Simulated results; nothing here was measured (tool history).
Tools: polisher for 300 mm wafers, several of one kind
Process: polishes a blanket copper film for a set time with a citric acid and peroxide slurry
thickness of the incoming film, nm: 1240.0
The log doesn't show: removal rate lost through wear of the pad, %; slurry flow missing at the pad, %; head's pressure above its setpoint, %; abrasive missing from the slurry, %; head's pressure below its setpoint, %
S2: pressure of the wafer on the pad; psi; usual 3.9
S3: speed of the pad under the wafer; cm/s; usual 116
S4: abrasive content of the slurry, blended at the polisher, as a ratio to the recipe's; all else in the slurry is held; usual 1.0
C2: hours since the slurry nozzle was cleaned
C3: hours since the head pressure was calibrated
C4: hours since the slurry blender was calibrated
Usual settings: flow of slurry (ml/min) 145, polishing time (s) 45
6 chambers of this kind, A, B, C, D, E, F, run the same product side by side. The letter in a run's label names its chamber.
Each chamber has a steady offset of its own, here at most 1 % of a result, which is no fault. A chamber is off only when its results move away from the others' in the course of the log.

{"run": "1B", "hour": 11.0, "flow of slurry (ml/min)": 145, "S2": 3.9, "S3": 116, "S4": 1.0, "polishing time (s)": 45, "wafers polished on this pad": 995, "C2": 397.3, "C3": 306.4, "C4": 129.6, "film removed (nm)": 143.95}
{"hour": 24.0, "done": "chamber F: worn pad replaced by a new one"}
{"hour": 26.1, "done": "chamber C: worn pad replaced by a new one"}
{"run": "2D", "hour": 26.2, "flow of slurry (ml/min)": 145, "S2": 3.9, "S3": 116, "S4": 1.0, "polishing time (s)": 45, "wafers polished on this pad": 844, "C2": 342.2, "C3": 731.5, "C4": 253.0, "film removed (nm)": 146.79}
{"hour": 40.7, "done": "chamber A: slurry blender recalibrated"}
{"run": "3E", "hour": 40.7, "flow of slurry (ml/min)": 145, "S2": 3.9, "S3": 116, "S4": 1.0, "polishing time (s)": 45, "wafers polished on this pad": 676, "C2": 148.3, "C3": 834.9, "C4": 109.0, "film removed (nm)": 143.09}
{"hour": 43.6, "done": "chamber D: worn pad replaced by a new one"}
{"run": "4A", "hour": 48.6, "flow of slurry (ml/min)": 145, "S2": 3.9, "S3": 116, "S4": 1.0, "polishing time (s)": 45, "wafers polished on this pad": 975, "C2": 300.7, "C3": 100.4, "C4": 8.0, "film removed (nm)": 144.17}
{"hour": 55.1, "done": "chamber F: slurry blender recalibrated"}
{"hour": 58.3, "done": "chamber B: worn pad replaced by a new one"}
{"run": "5F", "hour": 61.4, "flow of slurry (ml/min)": 100, "S2": 3.9, "S3": 116, "S4": 0.9, "polishing time (s)": 45, "wafers polished on this pad": 365, "C2": 242.1, "C3": 776.8, "C4": 6.4, "film removed (nm)": 131.32}
{"hour": 68.1, "done": "chamber E: head pressure recalibrated"}
{"hour": 69.1, "done": "chamber C: slurry blender recalibrated"}
{"hour": 69.6, "done": "chamber E: worn pad replaced by a new one"}
{"hour": 73.6, "done": "chamber C: slurry nozzle cleaned"}
{"run": "6C", "hour": 74.9, "flow of slurry (ml/min)": 100, "S2": 3.9, "S3": 116, "S4": 0.9, "polishing time (s)": 45, "wafers polished on this pad": 476, "C2": 1.3, "C3": 461.4, "C4": 5.9, "film removed (nm)": 130.25}
{"hour": 76.8, "done": "chamber A: worn pad replaced by a new one"}
{"run": "7B", "hour": 85.9, "flow of slurry (ml/min)": 100, "S2": 3.9, "S3": 116, "S4": 0.9, "polishing time (s)": 45, "wafers polished on this pad": 269, "C2": 472.2, "C3": 381.3, "C4": 204.5, "film removed (nm)": 129.82}
{"run": "8F", "hour": 101.5, "flow of slurry (ml/min)": 100, "S2": 3.9, "S3": 116, "S4": 0.9, "polishing time (s)": 45, "wafers polished on this pad": 756, "C2": 282.2, "C3": 816.9, "C4": 46.5, "film removed (nm)": 130.47}
{"run": "9D", "hour": 116.3, "flow of slurry (ml/min)": 100, "S2": 3.9, "S3": 116, "S4": 0.9, "polishing time (s)": 45, "wafers polished on this pad": 709, "C2": 432.3, "C3": 821.6, "C4": 343.1, "film removed (nm)": 131.9}
{"hour": 119.9, "done": "chamber F: worn pad replaced by a new one"}
{"hour": 128.1, "done": "chamber E: slurry blender recalibrated"}
{"hour": 130.8, "done": "chamber D: slurry blender recalibrated"}
{"run": "10A", "hour": 131.6, "flow of slurry (ml/min)": 100, "S2": 3.9, "S3": 116, "S4": 0.9, "polishing time (s)": 45, "wafers polished on this pad": 534, "C2": 383.7, "C3": 183.4, "C4": 91.0, "film removed (nm)": 129.35}
{"hour": 134.4, "done": "chamber C: worn pad replaced by a new one"}
{"run": "11E", "hour": 139.6, "flow of slurry (ml/min)": 145, "S2": 3.9, "S3": 116, "S4": 1.0, "polishing time (s)": 45, "wafers polished on this pad": 682, "C2": 247.2, "C3": 71.5, "C4": 11.5, "film removed (nm)": 144.8}
{"hour": 139.7, "done": "chamber C: head pressure recalibrated"}
{"hour": 152.3, "done": "chamber D: worn pad replaced by a new one"}
{"run": "12C", "hour": 154.0, "flow of slurry (ml/min)": 145, "S2": 3.9, "S3": 116, "S4": 1.0, "polishing time (s)": 45, "wafers polished on this pad": 191, "C2": 80.4, "C3": 14.3, "C4": 85.0, "film removed (nm)": 161.72}
{"hour": 162.5, "done": "chamber E: worn pad replaced by a new one"}
{"run": "13A", "hour": 168.6, "flow of slurry (ml/min)": 145, "S2": 3.9, "S3": 116, "S4": 1.0, "polishing time (s)": 45, "wafers polished on this pad": 895, "C2": 420.7, "C3": 220.4, "C4": 128.0, "film removed (nm)": 145.7}
{"run": "14D", "hour": 179.6, "flow of slurry (ml/min)": 145, "S2": 3.9, "S3": 116, "S4": 1.0, "polishing time (s)": 45, "wafers polished on this pad": 266, "C2": 495.6, "C3": 884.9, "C4": 48.8, "film removed (nm)": 145.17}
{"hour": 182.7, "done": "chamber F: head pressure recalibrated"}
{"run": "15C", "hour": 188.2, "flow of slurry (ml/min)": 145, "S2": 3.9, "S3": 116, "S4": 1.0, "polishing time (s)": 45, "wafers polished on this pad": 524, "C2": 114.6, "C3": 48.5, "C4": 119.2, "film removed (nm)": 160.1}
{"hour": 191.4, "done": "chamber B: worn pad replaced by a new one"}
{"run": "16B", "hour": 195.9, "flow of slurry (ml/min)": 145, "S2": 3.9, "S3": 116, "S4": 1.0, "polishing time (s)": 45, "wafers polished on this pad": 44, "C2": 582.2, "C3": 491.3, "C4": 314.5, "film removed (nm)": 142.56}
{"hour": 197.2, "done": "chamber E: slurry nozzle cleaned"}
{"hour": 206.3, "done": "chamber B: slurry blender recalibrated"}
{"hour": 206.4, "done": "chamber F: worn pad replaced by a new one"}
{"hour": 207.4, "done": "chamber A: worn pad replaced by a new one"}
{"run": "17F", "hour": 208.7, "flow of slurry (ml/min)": 145, "S2": 3.9, "S3": 82, "S4": 1.2, "polishing time (s)": 45, "wafers polished on this pad": 22, "C2": 389.4, "C3": 26.1, "C4": 153.7, "film removed (nm)": 106.82}
{"hour": 212.1, "done": "chamber B: head pressure recalibrated"}
{"run": "18E", "hour": 216.9, "flow of slurry (ml/min)": 145, "S2": 3.9, "S3": 82, "S4": 1.2, "polishing time (s)": 45, "wafers polished on this pad": 531, "C2": 19.8, "C3": 148.8, "C4": 88.8, "film removed (nm)": 104.85}
{"run": "19F", "hour": 228.0, "flow of slurry (ml/min)": 145, "S2": 3.9, "S3": 82, "S4": 1.2, "polishing time (s)": 45, "wafers polished on this pad": 211, "C2": 408.7, "C3": 45.4, "C4": 173.0, "film removed (nm)": 106.17}
{"run": "20E", "hour": 237.6, "flow of slurry (ml/min)": 145, "S2": 3.9, "S3": 82, "S4": 1.2, "polishing time (s)": 45, "wafers polished on this pad": 732, "C2": 40.5, "C3": 169.5, "C4": 109.5, "film removed (nm)": 106.43}
{"hour": 245.0, "done": "chamber E: worn pad replaced by a new one"}
{"hour": 249.9, "done": "chamber C: worn pad replaced by a new one"}
{"run": "21C", "hour": 251.5, "flow of slurry (ml/min)": 145, "S2": 3.9, "S3": 82, "S4": 1.2, "polishing time (s)": 45, "wafers polished on this pad": 16, "C2": 177.9, "C3": 111.8, "C4": 182.5, "film removed (nm)": 119.1}
{"run": "22A", "hour": 262.6, "flow of slurry (ml/min)": 145, "S2": 3.9, "S3": 82, "S4": 1.2, "polishing time (s)": 45, "wafers polished on this pad": 539, "C2": 514.7, "C3": 314.4, "C4": 222.0, "film removed (nm)": 107.41}
{"hour": 264.5, "done": "chamber F: slurry nozzle cleaned"}
{"hour": 273.2, "done": "chamber D: worn pad replaced by a new one"}
{"run": "23B", "hour": 276.9, "flow of slurry (ml/min)": 145, "S2": 3.9, "S3": 116, "S4": 1.0, "polishing time (s)": 45, "wafers polished on this pad": 833, "C2": 663.2, "C3": 64.8, "C4": 70.6, "film removed (nm)": 144.33}
{"hour": 287.3, "done": "chamber F: worn pad replaced by a new one"}
{"hour": 291.5, "done": "chamber F: slurry blender recalibrated"}
{"run": "24D", "hour": 292.1, "flow of slurry (ml/min)": 145, "S2": 3.9, "S3": 116, "S4": 1.0, "polishing time (s)": 45, "wafers polished on this pad": 184, "C2": 608.1, "C3": 997.4, "C4": 161.3, "film removed (nm)": 145.61}
{"run": "25D", "hour": 303.9, "flow of slurry (ml/min)": 145, "S2": 3.9, "S3": 116, "S4": 1.0, "polishing time (s)": 45, "wafers polished on this pad": 299, "C2": 619.9, "C3": 1009.2, "C4": 173.1, "film removed (nm)": 143.87}
{"hour": 314.1, "done": "chamber B: worn pad replaced by a new one"}
{"run": "26E", "hour": 316.3, "flow of slurry (ml/min)": 145, "S2": 3.9, "S3": 116, "S4": 1.0, "polishing time (s)": 45, "wafers polished on this pad": 695, "C2": 119.2, "C3": 248.2, "C4": 188.2, "film removed (nm)": 146.19}
{"run": "27C", "hour": 327.2, "flow of slurry (ml/min)": 145, "S2": 3.9, "S3": 116, "S4": 1.0, "polishing time (s)": 45, "wafers polished on this pad": 754, "C2": 253.6, "C3": 187.5, "C4": 258.2, "film removed (nm)": 160.3}
{"hour": 330.8, "done": "chamber E: worn pad replaced by a new one"}
{"hour": 332.0, "done": "chamber E: slurry blender recalibrated"}
{"hour": 337.7, "done": "chamber C: worn pad replaced by a new one"}
{"run": "28A", "hour": 338.5, "flow of slurry (ml/min)": 145, "S2": 3.9, "S3": 116, "S4": 1.0, "polishing time (s)": 45, "wafers polished on this pad": 1278, "C2": 590.6, "C3": 390.3, "C4": 297.9, "film removed (nm)": 144.48}
{"hour": 340.4, "done": "chamber A: slurry blender recalibrated"}
{"hour": 346.2, "done": "chamber A: head pressure recalibrated"}
{"run": "29B", "hour": 346.4, "flow of slurry (ml/min)": 115, "S2": 3.9, "S3": 116, "S4": 1.0, "polishing time (s)": 45, "wafers polished on this pad": 315, "C2": 732.7, "C3": 134.3, "C4": 140.1, "film removed (nm)": 136.83}
{"hour": 346.5, "done": "chamber A: worn pad replaced by a new one"}
{"run": "30F", "hour": 354.7, "flow of slurry (ml/min)": 115, "S2": 3.9, "S3": 116, "S4": 1.0, "polishing time (s)": 45, "wafers polished on this pad": 657, "C2": 90.3, "C3": 172.1, "C4": 63.2, "film removed (nm)": 139.58}
{"run": "31A", "hour": 368.5, "flow of slurry (ml/min)": 115, "S2": 3.9, "S3": 116, "S4": 1.0, "polishing time (s)": 45, "wafers polished on this pad": 214, "C2": 620.6, "C3": 22.4, "C4": 28.2, "film removed (nm)": 139.09}
{"hour": 374.2, "done": "chamber F: worn pad replaced by a new one"}
{"hour": 376.1, "done": "chamber D: slurry nozzle cleaned"}
{"run": "32C", "hour": 382.9, "flow of slurry (ml/min)": 115, "S2": 3.9, "S3": 116, "S4": 1.0, "polishing time (s)": 45, "wafers polished on this pad": 441, "C2": 309.3, "C3": 243.2, "C4": 313.9, "film removed (nm)": 155.2}
{"run": "33E", "hour": 391.2, "flow of slurry (ml/min)": 115, "S2": 3.9, "S3": 116, "S4": 1.0, "polishing time (s)": 45, "wafers polished on this pad": 588, "C2": 194.1, "C3": 323.1, "C4": 59.2, "film removed (nm)": 138.57}
{"hour": 403.8, "done": "chamber D: worn pad replaced by a new one"}
{"run": "34B", "hour": 404.8, "flow of slurry (ml/min)": 115, "S2": 3.9, "S3": 116, "S4": 1.0, "polishing time (s)": 45, "wafers polished on this pad": 884, "C2": 791.1, "C3": 192.7, "C4": 198.5, "film removed (nm)": 136.24}
{"run": "35F", "hour": 419.4, "flow of slurry (ml/min)": 145, "S2": 3.9, "S3": 116, "S4": 1.0, "polishing time (s)": 45, "wafers polished on this pad": 440, "C2": 155.0, "C3": 236.8, "C4": 127.9, "film removed (nm)": 143.25}
{"run": "36D", "hour": 431.7, "flow of slurry (ml/min)": 145, "S2": 3.9, "S3": 116, "S4": 1.0, "polishing time (s)": 45, "wafers polished on this pad": 272, "C2": 55.7, "C3": 1137.0, "C4": 300.9, "film removed (nm)": 145.22}

What goes on in this fleet: one chamber off, a drifting gauge, or nothing beyond the chambers' own small offsets? Name the chamber and the cause, if any.

A service left chamber C off against the others.
Cause: head's pressure above its setpoint, % = 11.8.

Here are 4 candidates for chamber C's next run, each the usual settings with a change, their results left as question marks. Which one brings its results back in line with what the others give on the usual settings?
In line means no further than this from the other chambers' mean on the usual settings: film removed (nm) 4.10
{"run": "37C-1", "hour": 442.8, "flow of slurry (ml/min)": 145, "S2": 4.0, "S3": 120, "S4": 1.0, "polishing time (s)": 47, "film removed (nm)": "?"}
{"run": "37C-2", "hour": 442.8, "flow of slurry (ml/min)": 145, "S2": 3.8, "S3": 112, "S4": 1.0, "polishing time (s)": 43, "film removed (nm)": "?"}
{"run": "37C-3", "hour": 442.8, "flow of slurry (ml/min)": 145, "S2": 4.0, "S3": 116, "S4": 1.0, "polishing time (s)": 46, "film removed (nm)": "?"}
{"run": "37C-4", "hour": 442.8, "flow of slurry (ml/min)": 145, "S2": 3.8, "S3": 116, "S4": 1.0, "polishing time (s)": 44, "film removed (nm)": "?"}

The other chambers' mean on the usual settings: film removed (nm) 144.15
run=37C-1 film_removed_(nm)=176.93
run=37C-2 film_removed_(nm)=143.83
run=37C-3 film_removed_(nm)=167.55
run=37C-4 film_removed_(nm)=152.28
37C-2 brings the chamber back in line.
